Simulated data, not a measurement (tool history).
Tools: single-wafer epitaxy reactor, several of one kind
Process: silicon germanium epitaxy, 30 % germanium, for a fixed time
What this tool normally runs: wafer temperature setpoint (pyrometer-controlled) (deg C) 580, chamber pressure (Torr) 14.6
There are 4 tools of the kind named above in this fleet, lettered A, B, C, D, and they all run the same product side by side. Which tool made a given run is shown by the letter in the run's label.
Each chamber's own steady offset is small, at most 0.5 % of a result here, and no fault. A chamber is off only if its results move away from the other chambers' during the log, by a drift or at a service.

| run | hour | wafer temperature setpoint (pyrometer-controlled) (deg C) | chamber pressure (Torr) | read-back reference wafer on the same gauge, thickness_nm | mean film thickness on the monitor wafer (nm) |
|---|---|---|---|---|---|
| 1D | 5.2 | 580 | 14.6 | 36.305 | 35.681 |
| 2C | 15.1 | 580 | 14.6 | 36.291 | 35.850 |
| 3B | 23.0 | 580 | 14.6 | 36.297 | 35.806 |
| 4A | 30.2 | 580 | 14.6 | 36.301 | 35.720 |
| 5B | 36.2 | 580 | 14.6 | 36.304 | 35.769 |
| 6A | 43.5 | 569 | 14.6 | 36.313 | 28.683 |
| 7D | 53.8 | 569 | 14.6 | 36.296 | 28.793 |
| 8C | 63.9 | 569 | 14.6 | 36.310 | 28.872 |
| 9D | 71.0 | 569 | 14.6 | 36.308 | 28.722 |
| 10B | 77.1 | 580 | 14.6 | 36.287 | 35.809 |
| 11A | 88.2 | 580 | 13.3 | 36.305 | 34.404 |
| 12C | 93.8 | 580 | 13.3 | 36.298 | 34.617 |
| 13C | 103.0 | 580 | 13.3 | 36.297 | 34.537 |
| 14D | 110.8 | 580 | 13.3 | 36.308 | 34.351 |
| 15A | 119.3 | 591 | 15.7 | 36.299 | 45.372 |
| 16B | 129.4 | 591 | 15.7 | 36.285 | 45.588 |
| 17D | 136.5 | 591 | 15.7 | 36.301 | 45.327 |
| 18A | 147.0 | 591 | 15.7 | 36.311 | 45.338 |
| 19C | 155.3 | 580 | 14.6 | 36.316 | 35.733 |
| 20B | 164.4 | 580 | 14.6 | 36.315 | 35.860 |
| 21A | 174.7 | 580 | 14.6 | 36.305 | 35.664 |
| 22D | 182.2 | 580 | 14.6 | 36.321 | 35.661 |
| 23C | 188.0 | 580 | 14.6 | 36.317 | 35.869 |
| 24B | 195.2 | 580 | 14.6 | 36.302 | 35.842 |
| 25D | 204.0 | 580 | 14.6 | 36.294 | 35.663 |
| 26C | 213.6 | 580 | 14.6 | 36.302 | 35.920 |
| 27B | 222.8 | 580 | 14.6 | 36.329 | 35.748 |
| 28A | 228.8 | 580 | 14.6 | 36.313 | 35.573 |
| 29B | 238.2 | 587 | 14.6 | 36.315 | 40.822 |
| 30A | 248.9 | 587 | 14.6 | 36.300 | 40.669 |

One chamber off, gauge drift, or nothing amiss beyond the chambers' own small offsets? If it is a chamber, which one, and what is the likeliest cause?

Nothing is wrong: each chamber keeps only its own small, steady offset and the gauge holds still.
